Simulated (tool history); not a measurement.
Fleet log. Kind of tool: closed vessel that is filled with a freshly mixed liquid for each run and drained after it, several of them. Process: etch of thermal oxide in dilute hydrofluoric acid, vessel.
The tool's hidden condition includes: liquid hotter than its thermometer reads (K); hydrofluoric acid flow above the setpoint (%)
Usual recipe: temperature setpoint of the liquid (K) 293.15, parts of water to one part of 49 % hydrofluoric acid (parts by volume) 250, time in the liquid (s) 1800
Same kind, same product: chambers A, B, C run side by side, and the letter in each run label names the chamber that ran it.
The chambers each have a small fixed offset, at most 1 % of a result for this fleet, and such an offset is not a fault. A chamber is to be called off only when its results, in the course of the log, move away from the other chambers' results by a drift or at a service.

| run | day | temperature setpoint of the liquid (K) | parts of water to one part of 49 % hydrofluoric acid (parts by volume) | time in the liquid (s) | hours since the thermometer was replaced | hours since the hydrofluoric acid flow meter was replaced | read-back film thickness of the thermal oxide reference wafer, read on the same gauge (nm) | thickness taken off the thermal oxide on a monitor wafer (Å) |
|---|---|---|---|---|---|---|---|---|
| 1B | 0.112 | 293.15 | 250 | 1800 | 448.9 | 730.4 | 129.98 | 248.73 |
| 2C | 0.254 | 293.15 | 250 | 1800 | 1346.5 | 776.1 | 130.02 | 246.93 |
|  | 0.375 | chamber C: thermometer replaced |
| 3A | 0.408 | 293.15 | 250 | 1800 | 175.2 | 622.4 | 129.96 | 242.87 |
| 4B | 0.633 | 293.15 | 250 | 1800 | 461.4 | 742.9 | 130.01 | 243.48 |
| 5C | 0.854 | 293.15 | 250 | 1800 | 11.6 | 790.5 | 129.99 | 247.26 |
| 6A | 0.996 | 293.15 | 345 | 1800 | 189.3 | 636.5 | 130 | 163.04 |
| 7B | 1.167 | 293.15 | 345 | 1800 | 474.2 | 755.7 | 129.99 | 164.09 |
| 8C | 1.396 | 293.15 | 345 | 1800 | 24.6 | 803.5 | 129.98 | 165.64 |
| 9A | 1.633 | 291.65 | 250 | 745 | 204.6 | 651.8 | 129.97 | 95.739 |
| 10A | 1.775 | 291.65 | 250 | 745 | 208 | 655.2 | 129.99 | 95.793 |
| 11B | 1.875 | 291.65 | 250 | 745 | 491.2 | 772.7 | 129.98 | 95.93 |
| 12C | 2.096 | 293.15 | 250 | 1800 | 41.4 | 820.3 | 130 | 248.01 |
| 13A | 2.204 | 293.15 | 250 | 1800 | 218.3 | 665.5 | 129.99 | 248.43 |
| 14C | 2.425 | 293.15 | 250 | 1800 | 49.3 | 828.2 | 130 | 248.35 |
| 15B | 2.533 | 293.15 | 250 | 1800 | 507 | 788.5 | 130.02 | 248.83 |
| 16A | 2.646 | 293.15 | 205 | 1800 | 228.9 | 676.1 | 129.97 | 317.9 |
| 17C | 2.846 | 293.15 | 205 | 1800 | 59.4 | 838.3 | 130.01 | 314.32 |
| 18B | 3 | 293.15 | 205 | 1800 | 518.2 | 799.7 | 129.99 | 315.34 |
| 19C | 3.138 | 293.15 | 250 | 1800 | 66.4 | 845.3 | 129.99 | 245.38 |
| 20A | 3.358 | 293.15 | 250 | 1800 | 246 | 693.2 | 129.98 | 255.89 |
| 21B | 3.546 | 290.15 | 250 | 1455 | 531.3 | 812.8 | 130 | 177.05 |
| 22A | 3.712 | 290.15 | 250 | 1455 | 254.5 | 701.7 | 129.98 | 184.22 |
| 23B | 3.821 | 290.15 | 250 | 1455 | 537.9 | 819.4 | 130.01 | 176.47 |
| 24C | 4.012 | 293.15 | 205 | 1800 | 87.4 | 866.3 | 129.99 | 314.73 |
| 25A | 4.2 | 293.15 | 205 | 1800 | 266.2 | 713.4 | 130.01 | 324.62 |
| 26C | 4.304 | 293.15 | 205 | 1800 | 94.4 | 873.3 | 130.01 | 316 |
| 27B | 4.467 | 293.15 | 250 | 1800 | 553.4 | 834.9 | 129.98 | 247.68 |
| 28B | 4.608 | 293.15 | 250 | 1800 | 556.8 | 838.3 | 130 | 249.19 |
| 29C | 4.792 | 293.15 | 250 | 1800 | 106.1 | 885 | 130.01 | 246.37 |
| 30A | 4.942 | 293.15 | 250 | 1800 | 284 | 731.2 | 129.97 | 259.35 |
| 31A | 5.1 | 290.15 | 250 | 1010 | 287.8 | 735 | 129.97 | 130.2 |
| 32C | 5.238 | 290.15 | 250 | 1010 | 116.8 | 895.7 | 129.99 | 124.51 |
| 33B | 5.392 | 290.15 | 250 | 1010 | 575.6 | 857.1 | 130.01 | 123.81 |
| 34C | 5.517 | 293.15 | 250 | 1800 | 123.5 | 902.4 | 129.99 | 246.68 |
| 35B | 5.708 | 293.15 | 250 | 930 | 583.2 | 864.7 | 129.99 | 127.42 |
| 36A | 5.829 | 293.15 | 250 | 930 | 305.3 | 752.5 | 130.01 | 135.46 |
| 37A | 5.946 | 293.15 | 250 | 930 | 308.1 | 755.3 | 129.97 | 136.96 |
| 38B | 6.096 | 293.15 | 250 | 1800 | 592.5 | 874 | 130.02 | 247.27 |
| 39C | 6.292 | 297.65 | 300 | 1800 | 142.1 | 921 | 129.98 | 229.8 |
| 40A | 6.492 | 297.65 | 300 | 1800 | 321.2 | 768.4 | 130.02 | 245.21 |
| 41B | 6.608 | 297.65 | 300 | 1800 | 604.8 | 886.3 | 130.02 | 229.37 |

Has any chamber moved away from the others, gradually or after a service, or does the common gauge drift, or do the chambers differ only by their own small steady offsets? State the chamber and the most likely cause if one applies.

It is chamber A that slowly wanders off from its peers.
Likeliest cause: liquid hotter than its thermometer reads (K) = 2.52.
The log may not tell that from: hydrofluoric acid flow above the setpoint (%).

Which of the 4 candidates below, each the usual settings with something changed and its results left as question marks, puts chamber A back in line with what the other chambers give on the usual settings?
Maximum distance from the other chambers' mean on the usual settings for a result to count as in line: thickness taken off the thermal oxide on a monitor wafer (Å) 6.3
| 42A-1 | 6.779 | 293.15 | 265 | 1800 |  |  |  | ? |
| 42A-2 | 6.779 | 293.15 | 250 | 1580 |  |  |  | ? |
| 42A-3 | 6.779 | 293.65 | 250 | 2005 |  |  |  | ? |
| 42A-4 | 6.779 | 295.15 | 250 | 1800 |  |  |  | ? |

On the usual settings, the other chambers give on average: thickness taken off the thermal oxide on a monitor wafer (Å) 247.18
| run | thickness taken off the thermal oxide on a monitor wafer (Å) |
|---|---|
| 42A-1 | 248.26 |
| 42A-2 | 234.44 |
| 42A-3 | 302.95 |
| 42A-4 | 286.92 |
42A-1 brings the chamber back in line.
